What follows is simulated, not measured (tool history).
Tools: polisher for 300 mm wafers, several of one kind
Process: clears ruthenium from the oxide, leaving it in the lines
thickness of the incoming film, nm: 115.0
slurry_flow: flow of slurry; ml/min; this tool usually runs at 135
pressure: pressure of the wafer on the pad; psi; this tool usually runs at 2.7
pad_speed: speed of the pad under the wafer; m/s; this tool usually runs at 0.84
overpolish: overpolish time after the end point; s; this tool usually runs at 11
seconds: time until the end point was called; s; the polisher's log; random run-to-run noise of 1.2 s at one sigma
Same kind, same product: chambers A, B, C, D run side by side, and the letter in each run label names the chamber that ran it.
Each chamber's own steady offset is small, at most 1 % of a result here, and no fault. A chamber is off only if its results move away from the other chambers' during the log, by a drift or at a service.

run,day,slurry_flow,pressure,pad_speed,overpolish,seconds
1D,0.404,135,2.7,0.84,11,81.515
2C,0.758,135,2.7,0.84,11,81.150
3A,1.025,135,2.7,0.84,11,82.541
4B,1.300,135,2.7,0.84,11,83.513
5B,1.612,135,2.7,0.84,11,84.800
# day 1.808: chamber C: worn pad replaced by a new one
6D,1.988,135,3.6,0.62,11,85.352
7C,2.367,135,3.6,0.62,11,84.470
# day 2.725: chamber D: worn pad replaced by a new one
# day 2.738: chamber A: worn pad replaced by a new one
8A,2.779,135,3.6,0.62,11,86.193
9D,3.025,135,3.6,0.62,11,84.333
10A,3.362,135,2.7,0.94,4,72.900
11C,3.788,135,2.7,0.94,4,75.589
# day 3.817: chamber C: head pressure recalibrated
12B,4.046,135,2.7,0.94,4,76.216
13A,4.350,135,2.7,0.94,4,74.792
# day 4.454: chamber C: slurry nozzle cleaned
14C,4.550,135,2.7,0.84,11,83.951
15D,4.742,135,2.7,0.84,11,83.089
16B,4.946,135,2.7,0.84,9,83.842
17C,5.183,135,2.7,0.84,9,82.744
18A,5.521,135,2.7,0.84,9,84.664
19D,5.858,135,2.7,0.84,9,86.196
20B,6.188,135,2.7,0.84,11,83.327
21D,6.542,135,2.7,0.84,11,85.677
22C,6.888,135,2.7,0.84,11,82.818
# day 6.992: chamber C: worn pad replaced by a new one
23A,7.196,135,2.7,0.84,11,83.445
24B,7.550,135,2.7,0.84,11,84.000
25A,7.862,135,2.7,0.84,11,85.395
# day 8.088: chamber D: worn pad replaced by a new one
26B,8.104,135,3.3,0.84,6,68.556
27C,8.354,135,3.3,0.84,6,65.620
28D,8.575,135,3.3,0.84,6,70.920
29D,8.958,135,3.3,0.84,6,71.504
30A,9.288,135,2.7,0.84,11,83.514
31C,9.662,135,2.7,0.84,11,79.197

All chambers now run identical settings, listed one chamber a line with results as question marks. What results will each chamber show?
32A,9.962,100,2.7,0.84,11,?
32B,9.962,100,2.7,0.84,11,?
32C,9.962,100,2.7,0.84,11,?
32D,9.962,100,2.7,0.84,11,?

run,seconds
32A,90.203
32B,89.950
32C,88.798
32D,101.900

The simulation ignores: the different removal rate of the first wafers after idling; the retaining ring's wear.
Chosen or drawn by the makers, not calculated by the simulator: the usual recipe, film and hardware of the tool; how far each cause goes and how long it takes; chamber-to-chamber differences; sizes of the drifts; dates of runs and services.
